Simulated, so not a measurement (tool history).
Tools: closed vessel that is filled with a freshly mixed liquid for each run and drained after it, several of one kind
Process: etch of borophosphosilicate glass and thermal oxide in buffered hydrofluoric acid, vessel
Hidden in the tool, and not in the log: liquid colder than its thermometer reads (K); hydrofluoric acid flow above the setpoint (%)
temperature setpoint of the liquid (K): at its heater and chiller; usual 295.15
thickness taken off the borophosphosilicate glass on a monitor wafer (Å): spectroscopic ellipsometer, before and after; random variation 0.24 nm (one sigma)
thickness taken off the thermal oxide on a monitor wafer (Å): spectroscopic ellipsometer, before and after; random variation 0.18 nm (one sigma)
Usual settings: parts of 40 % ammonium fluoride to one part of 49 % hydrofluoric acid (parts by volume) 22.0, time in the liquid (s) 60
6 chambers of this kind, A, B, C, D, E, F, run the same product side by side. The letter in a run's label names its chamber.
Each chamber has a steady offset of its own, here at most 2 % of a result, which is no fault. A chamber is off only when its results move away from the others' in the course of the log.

run   hour  temperature setpoint of the liquid (K)  parts of 40 % ammonium fluoride to one part of 49 % hydrofluoric acid (parts by volume)  time in the liquid (s)  hours since the thermometer was replaced  hours since the hydrofluoric acid flow meter was replaced  read-back film thickness of the borophosphosilicate glass reference wafer, read on the same gauge (nm)  read-back film thickness of the thermal oxide reference wafer, read on the same gauge (nm)  thickness taken off the borophosphosilicate glass on a monitor wafer (Å)  thickness taken off the thermal oxide on a monitor wafer (Å)
 1E    4.8                                  295.15                                                                                     22.0                      60                                    2069.0                                                      829.5                                                                                                  150.00                                                                                      80.019                                                                    334.50                                                        292.32
 2D    8.8                                  295.15                                                                                     22.0                      60                                    1148.0                                                     1034.0                                                                                                  149.99                                                                                      80.017                                                                    333.92                                                        293.05
 3A   12.7                                  295.15                                                                                     22.0                      60                                     495.7                                                      994.6                                                                                                  150.01                                                                                      79.987                                                                    337.78                                                        295.38
 4C   18.3                                  295.15                                                                                     22.0                      60                                     139.8                                                      995.8                                                                                                  150.04                                                                                      80.012                                                                    340.71                                                        293.50
 5F   21.8                                  295.15                                                                                     22.0                      60                                     403.2                                                      944.2                                                                                                  150.04                                                                                      80.013                                                                    334.42                                                        294.22
 6B   27.8                                  295.15                                                                                     22.0                      60                                     354.9                                                     1382.5                                                                                                  149.98                                                                                      80.019                                                                    331.22                                                        295.21
 7B   33.3                                  295.15                                                                                     22.0                      60                                     360.4                                                     1388.0                                                                                                  149.99                                                                                      80.010                                                                    334.45                                                        295.07
 8A   37.0                                  295.15                                                                                     22.0                      60                                     520.0                                                     1018.9                                                                                                  150.02                                                                                      79.982                                                                    337.88                                                        293.10
 9E   42.2                                  295.15                                                                                     22.0                      60                                    2106.4                                                      866.9                                                                                                  149.98                                                                                      80.023                                                                    333.74                                                        293.45
10D   45.6                                  295.15                                                                                     22.0                      60                                    1184.8                                                     1070.8                                                                                                  149.99                                                                                      79.952                                                                    336.04                                                        294.00
11F   51.4                                  295.15                                                                                     22.0                      60                                     432.8                                                      973.8                                                                                                  150.01                                                                                      80.004                                                                    335.68                                                        296.20
12C   55.5                                  295.15                                                                                     22.0                      60                                     177.0                                                     1033.0                                                                                                  150.01                                                                                      80.026                                                                    340.24                                                        292.03
13A   61.2                                  295.15                                                                                     22.0                      60                                     544.2                                                     1043.1                                                                                                  149.98                                                                                      80.026                                                                    338.59                                                        294.15
14E   64.7                                  295.15                                                                                     22.0                      60                                    2128.9                                                      889.4                                                                                                  150.03                                                                                      80.002                                                                    338.76                                                        296.04
15B   70.2                                  295.15                                                                                     22.0                      60                                     397.3                                                     1424.9                                                                                                  149.99                                                                                      80.000                                                                    333.03                                                        296.57
16C   74.5                                  295.15                                                                                     22.0                      60                                     196.0                                                     1052.0                                                                                                  150.03                                                                                      79.986                                                                    340.83                                                        294.31
17D   78.2                                  295.15                                                                                     22.0                      60                                    1217.4                                                     1103.4                                                                                                  149.99                                                                                      80.002                                                                    334.99                                                        294.68
18F   81.8                                  295.15                                                                                     22.0                      60                                     463.2                                                     1004.2                                                                                                  150.05                                                                                      80.006                                                                    337.51                                                        297.19
19D   85.1                                  291.65                                                                                     22.0                      35                                    1224.3                                                     1110.3                                                                                                  150.03                                                                                      79.988                                                                    160.56                                                        140.66
20B   88.0                                  291.65                                                                                     22.0                      35                                     415.1                                                     1442.7                                                                                                  150.01                                                                                      80.013                                                                    159.83                                                        141.07
21C   92.7                                  291.65                                                                                     22.0                      35                                     214.2                                                     1070.2                                                                                                  150.01                                                                                      79.993                                                                    162.31                                                        140.59
22E   96.7                                  291.65                                                                                     22.0                      35                                    2160.9                                                      921.4                                                                                                  149.98                                                                                      79.982                                                                    163.18                                                        140.06
23A  101.2                                  291.65                                                                                     22.0                      35                                     584.2                                                     1083.1                                                                                                  149.98                                                                                      80.002                                                                    160.89                                                        143.30
24F  107.1                                  291.65                                                                                     22.0                      35                                     488.5                                                     1029.5                                                                                                  150.01                                                                                      80.017                                                                    160.40                                                        140.17
25E  111.6                                  295.15                                                                                     22.0                      60                                    2175.8                                                      936.3                                                                                                  150.03                                                                                      80.011                                                                    336.06                                                        292.94
26D  114.4                                  295.15                                                                                     29.5                      60                                    1253.6                                                     1139.6                                                                                                  150.01                                                                                      80.018                                                                    274.62                                                        238.60
27F  118.8                                  295.15                                                                                     29.5                      60                                     500.2                                                     1041.2                                                                                                  150.01                                                                                      80.002                                                                    274.55                                                        239.13
28C  123.2                                  295.15                                                                                     29.5                      60                                     244.7                                                     1100.7                                                                                                  149.97                                                                                      80.003                                                                    281.78                                                        237.54
29B  127.1                                  295.15                                                                                     29.5                      60                                     454.2                                                     1481.8                                                                                                  149.99                                                                                      79.970                                                                    272.81                                                        240.25
30A  130.8                                  295.15                                                                                     29.5                      60                                     613.8                                                     1112.7                                                                                                  150.00                                                                                      80.004                                                                    276.47                                                        242.68
31B  134.7                                  295.15                                                                                     29.5                      60                                     461.8                                                     1489.4                                                                                                  149.95                                                                                      80.008                                                                    271.86                                                        237.39
32A  139.3                                  290.15                                                                                     22.0                      60                                     622.3                                                     1121.2                                                                                                  149.98                                                                                      79.994                                                                    257.72                                                        223.42
33E  145.0                                  290.15                                                                                     22.0                      60                                    2209.2                                                      969.7                                                                                                  150.00                                                                                      79.963                                                                    254.58                                                        221.36
34C  149.1                                  290.15                                                                                     22.0                      60                                     270.6                                                     1126.6                                                                                                  150.02                                                                                      80.004                                                                    260.57                                                        220.40
35D  154.0                                  290.15                                                                                     22.0                      60                                    1293.2                                                     1179.2                                                                                                  149.98                                                                                      79.997                                                                    250.34                                                        219.89
36F  157.5                                  290.15                                                                                     22.0                      60                                     538.9                                                     1079.9                                                                                                  149.98                                                                                      80.012                                                                    251.43                                                        222.65
37D  162.1                                  290.15                                                                                     22.0                      60                                    1301.3                                                     1187.3                                                                                                  149.99                                                                                      79.960                                                                    251.67                                                        221.80
38B  165.2                                  295.15                                                                                     22.0                      60                                     492.3                                                     1519.9                                                                                                  150.02                                                                                      80.013                                                                    334.04                                                        297.78

What goes on in this fleet: one chamber off, a drifting gauge, or nothing beyond the chambers' own small offsets? Name the chamber and the cause, if any.

No chamber stands off beyond its own small offset, and the gauge holds steady.
